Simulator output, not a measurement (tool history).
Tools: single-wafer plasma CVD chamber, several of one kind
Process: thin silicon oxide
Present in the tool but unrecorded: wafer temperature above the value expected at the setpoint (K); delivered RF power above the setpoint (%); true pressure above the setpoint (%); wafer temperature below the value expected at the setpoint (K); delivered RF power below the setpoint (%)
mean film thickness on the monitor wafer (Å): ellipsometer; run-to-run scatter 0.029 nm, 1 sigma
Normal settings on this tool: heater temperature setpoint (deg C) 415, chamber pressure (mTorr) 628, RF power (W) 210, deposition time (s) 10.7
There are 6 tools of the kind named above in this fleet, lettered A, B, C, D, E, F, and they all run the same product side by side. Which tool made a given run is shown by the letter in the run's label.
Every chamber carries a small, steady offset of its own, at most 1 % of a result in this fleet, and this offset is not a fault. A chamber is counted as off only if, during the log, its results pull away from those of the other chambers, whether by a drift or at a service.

| run | hour | heater temperature setpoint (deg C) | chamber pressure (mTorr) | RF power (W) | deposition time (s) | hours since the last thermocouple change | hours since the last RF generator calibration | hours since the last manometer calibration | read-back reference wafer on the same gauge, thickness_nm | mean film thickness on the monitor wafer (Å) |
|---|---|---|---|---|---|---|---|---|---|---|
| 1A | 11.1 | 415 | 628 | 210 | 10.7 | 206.7 | 1631.6 | 657.1 | 14.709 | 128.04 |
| 2B | 18.8 | 415 | 628 | 210 | 10.7 | 1888.2 | 813 | 842.3 | 14.697 | 130.4 |
| 3C | 24.6 | 415 | 628 | 210 | 10.7 | 1526.3 | 693.7 | 602.8 | 14.704 | 129.68 |
| 4D | 33.6 | 415 | 628 | 210 | 10.7 | 750.4 | 1376.8 | 323.2 | 14.708 | 128.51 |
|  | 34.4 | chamber A: RF generator calibrated |
| 5F | 39.5 | 415 | 628 | 210 | 10.7 | 1440.8 | 958.8 | 913.1 | 14.711 | 128.6 |
| 6E | 49.1 | 415 | 628 | 210 | 10.7 | 177.1 | 1687.8 | 517.6 | 14.707 | 128.82 |
| 7F | 58.6 | 415 | 628 | 210 | 10.7 | 1459.9 | 977.9 | 932.2 | 14.706 | 128.55 |
| 8A | 65.5 | 415 | 628 | 210 | 10.7 | 261.1 | 31.1 | 711.5 | 14.7 | 127.92 |
| 9E | 73.5 | 407 | 628 | 210 | 9.9 | 201.5 | 1712.2 | 542 | 14.695 | 120.1 |
| 10B | 79.1 | 407 | 628 | 210 | 9.9 | 1948.5 | 873.3 | 902.6 | 14.694 | 121.54 |
|  | 83.5 | chamber D: RF generator calibrated |
| 11D | 87 | 407 | 628 | 210 | 9.9 | 803.8 | 3.6 | 376.6 | 14.696 | 120.34 |
| 12C | 94.8 | 407 | 628 | 210 | 9.9 | 1596.5 | 763.9 | 673 | 14.698 | 120.07 |
| 13A | 100.1 | 407 | 628 | 210 | 9.9 | 295.7 | 65.7 | 746.1 | 14.692 | 118.85 |
| 14D | 108.3 | 407 | 628 | 210 | 9.9 | 825.1 | 24.9 | 397.9 | 14.705 | 120.34 |
| 15E | 114.8 | 415 | 628 | 210 | 10.7 | 242.8 | 1753.5 | 583.3 | 14.691 | 129.15 |
| 16F | 121.3 | 415 | 742 | 210 | 9.7 | 1522.6 | 1040.6 | 994.9 | 14.708 | 137.96 |
| 17C | 127.1 | 415 | 742 | 210 | 9.7 | 1628.8 | 796.2 | 705.3 | 14.696 | 139.75 |
| 18B | 133.3 | 415 | 742 | 210 | 9.7 | 2002.7 | 927.5 | 956.8 | 14.702 | 141.56 |
| 19D | 143.3 | 415 | 742 | 210 | 9.7 | 860.1 | 59.9 | 432.9 | 14.699 | 140.95 |
| 20C | 150.3 | 415 | 742 | 210 | 9.7 | 1652 | 819.4 | 728.5 | 14.706 | 139.3 |
|  | 160 | chamber C: thermocouple changed; heater temperature recalibrated |
| 21A | 160.6 | 415 | 742 | 210 | 9.7 | 356.2 | 126.2 | 806.6 | 14.698 | 138.27 |
| 22E | 166.1 | 415 | 628 | 210 | 10.7 | 294.1 | 1804.8 | 634.6 | 14.701 | 128.74 |
| 23B | 174 | 415 | 628 | 210 | 10.7 | 2043.4 | 968.2 | 997.5 | 14.705 | 130.15 |
| 24F | 183.4 | 415 | 628 | 210 | 10.7 | 1584.7 | 1102.7 | 1057 | 14.697 | 128.13 |
| 25D | 192.3 | 415 | 628 | 210 | 10.7 | 909.1 | 108.9 | 481.9 | 14.699 | 130.31 |
| 26B | 198.7 | 415 | 628 | 210 | 10.7 | 2068.1 | 992.9 | 1022.2 | 14.705 | 130.09 |
| 27E | 206.8 | 415 | 628 | 210 | 10.7 | 334.8 | 1845.5 | 675.3 | 14.705 | 129.39 |
| 28F | 212.5 | 415 | 628 | 210 | 10.7 | 1613.8 | 1131.8 | 1086.1 | 14.704 | 128.78 |
| 29C | 223.5 | 415 | 628 | 210 | 10.7 | 63.5 | 892.6 | 801.7 | 14.699 | 129.38 |
| 30A | 233 | 406 | 628 | 210 | 8.9 | 428.6 | 198.6 | 879 | 14.703 | 107.32 |
| 31B | 244.8 | 406 | 628 | 210 | 8.9 | 2114.2 | 1039 | 1068.3 | 14.705 | 109.61 |
| 32F | 252.5 | 406 | 628 | 210 | 8.9 | 1653.8 | 1171.8 | 1126.1 | 14.712 | 107.53 |
| 33C | 262.4 | 406 | 628 | 210 | 8.9 | 102.4 | 931.5 | 840.6 | 14.697 | 108.36 |
| 34A | 268.2 | 406 | 628 | 210 | 8.9 | 463.8 | 233.8 | 914.2 | 14.694 | 107.56 |
| 35D | 275.5 | 406 | 628 | 210 | 8.9 | 992.3 | 192.1 | 565.1 | 14.706 | 109.29 |
| 36E | 282 | 415 | 628 | 210 | 10.7 | 410 | 1920.7 | 750.5 | 14.698 | 129.26 |
| 37D | 290.3 | 415 | 628 | 210 | 10.7 | 1007.1 | 206.9 | 579.9 | 14.698 | 131.17 |
| 38A | 295.5 | 415 | 628 | 210 | 10.7 | 491.1 | 261.1 | 941.5 | 14.694 | 128.07 |
| 39C | 305.7 | 415 | 628 | 210 | 10.7 | 145.7 | 974.8 | 883.9 | 14.703 | 129.21 |
| 40F | 311.2 | 415 | 628 | 210 | 10.7 | 1712.5 | 1230.5 | 1184.8 | 14.703 | 128.3 |
| 41E | 321.2 | 415 | 752 | 210 | 9 | 449.2 | 1959.9 | 789.7 | 14.701 | 131.14 |
| 42B | 327.7 | 415 | 752 | 210 | 9 | 2197.1 | 1121.9 | 1151.2 | 14.697 | 132.61 |
| 43D | 333.3 | 415 | 752 | 210 | 9 | 1050.1 | 249.9 | 622.9 | 14.707 | 133.75 |

Next, every chamber runs the same settings. What will each give?
| 44A | 341.7 | 415 | 628 | 210 | 10.7 |  |  |  |  | ? |
| 44B | 341.7 | 415 | 628 | 210 | 10.7 |  |  |  |  | ? |
| 44C | 341.7 | 415 | 628 | 210 | 10.7 |  |  |  |  | ? |
| 44D | 341.7 | 415 | 628 | 210 | 10.7 |  |  |  |  | ? |
| 44E | 341.7 | 415 | 628 | 210 | 10.7 |  |  |  |  | ? |
| 44F | 341.7 | 415 | 628 | 210 | 10.7 |  |  |  |  | ? |

| run | mean film thickness on the monitor wafer (Å) |
|---|---|
| 44A | 128.25 |
| 44B | 130.34 |
| 44C | 129.06 |
| 44D | 131.39 |
| 44E | 129.08 |
| 44F | 129 |

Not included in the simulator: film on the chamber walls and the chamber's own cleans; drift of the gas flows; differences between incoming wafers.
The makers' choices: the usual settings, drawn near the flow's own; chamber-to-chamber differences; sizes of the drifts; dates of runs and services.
